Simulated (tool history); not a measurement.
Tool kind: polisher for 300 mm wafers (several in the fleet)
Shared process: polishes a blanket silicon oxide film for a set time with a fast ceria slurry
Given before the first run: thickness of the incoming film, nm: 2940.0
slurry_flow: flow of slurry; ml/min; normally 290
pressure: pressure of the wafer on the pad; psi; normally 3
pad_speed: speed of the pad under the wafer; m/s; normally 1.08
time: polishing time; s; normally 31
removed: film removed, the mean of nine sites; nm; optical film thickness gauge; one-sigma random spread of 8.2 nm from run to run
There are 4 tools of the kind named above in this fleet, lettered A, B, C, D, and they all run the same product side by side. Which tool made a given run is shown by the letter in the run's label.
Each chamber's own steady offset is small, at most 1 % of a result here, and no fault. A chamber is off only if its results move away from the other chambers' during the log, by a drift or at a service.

run,hour,slurry_flow,pressure,pad_speed,time,removed
1A,6.3,290,3,1.08,31,610.6
2B,12.6,290,3,1.08,31,616.97
3D,18.4,290,3,1.08,31,610.61
4C,26.6,290,3,1.08,31,606.08
5A,35.1,290,3,1.08,31,603.53
6B,45.3,290,3,1.08,31,609.46
# hour 50.1: chamber A: worn pad replaced by a new one
7D,54.5,290,3,1.08,31,602.22
# hour 56.5: chamber D: worn pad replaced by a new one
8C,61.7,290,3,1.08,31,618.84
9B,71.8,290,3,1.08,31,621.87
10C,78.7,290,3,1.08,31,600.42
11D,85.1,290,3,1.08,31,595.98
12A,90.6,290,3,1.08,31,628.59
13C,98.7,290,3,1.08,31,601.33
# hour 108.2: chamber B: worn pad replaced by a new one
14B,109.1,290,2.1,1.08,31,422.16
15D,115.8,290,2.1,1.08,31,422.61
16A,122.4,290,2.1,1.08,31,433.58
17A,127.8,290,2.1,1.08,31,421.75
18D,133.4,290,3,1.08,31,597.77
19B,142.9,290,3,1.08,31,586.83
20C,148.7,290,3,1.08,31,601.78
# hour 151.3: chamber C: worn pad replaced by a new one
21B,156.6,290,3,1.08,31,576.38
22C,162.4,290,3,1.08,31,610.28
23D,170.5,290,3,1.08,31,607.9
24A,180.4,290,3,1.08,31,613.21
25C,188.6,290,3,1.08,31,598.84
# hour 190.6: chamber D: worn pad replaced by a new one
26A,198.5,290,3,1.08,31,607.84
27B,204.3,290,3,1.08,31,571.28
# hour 206.2: chamber D: slurry nozzle cleaned
28D,209.6,290,3,1.08,31,607.96
29D,215,290,4,1.08,31,810.3
30C,222.3,290,4,1.08,31,794.57

Read the log: is a single chamber off, either drifting away or since a service, is the gauge that measures every chamber drifting, or is nothing wrong beyond small per-chamber offsets? Name any odd chamber and what most likely caused it.

One chamber, B, drifts off from the rest bit by bit.
Most likely cause: head's pressure below its setpoint, % = 7.6.

Which of the 4 candidates below, each the usual settings with something changed and its results left as question marks, puts chamber B back in line with what the other chambers give on the usual settings?
Counts as in line when no further than this from what the other chambers average on the usual settings: removed 28 nm
31B-1,229.7,290,3.1,1.14,33,?
31B-2,229.7,290,2.8,1.08,29,?
31B-3,229.7,290,3,1.12,32,?
31B-4,229.7,290,2.9,1.04,31,?

Mean of the other chambers on the usual settings: removed 605.74 nm
run,removed
31B-1,655.7
31B-2,492.18
31B-3,604.19
31B-4,524.94
31B-3 is the one that brings the chamber's results back in line with the other chambers.
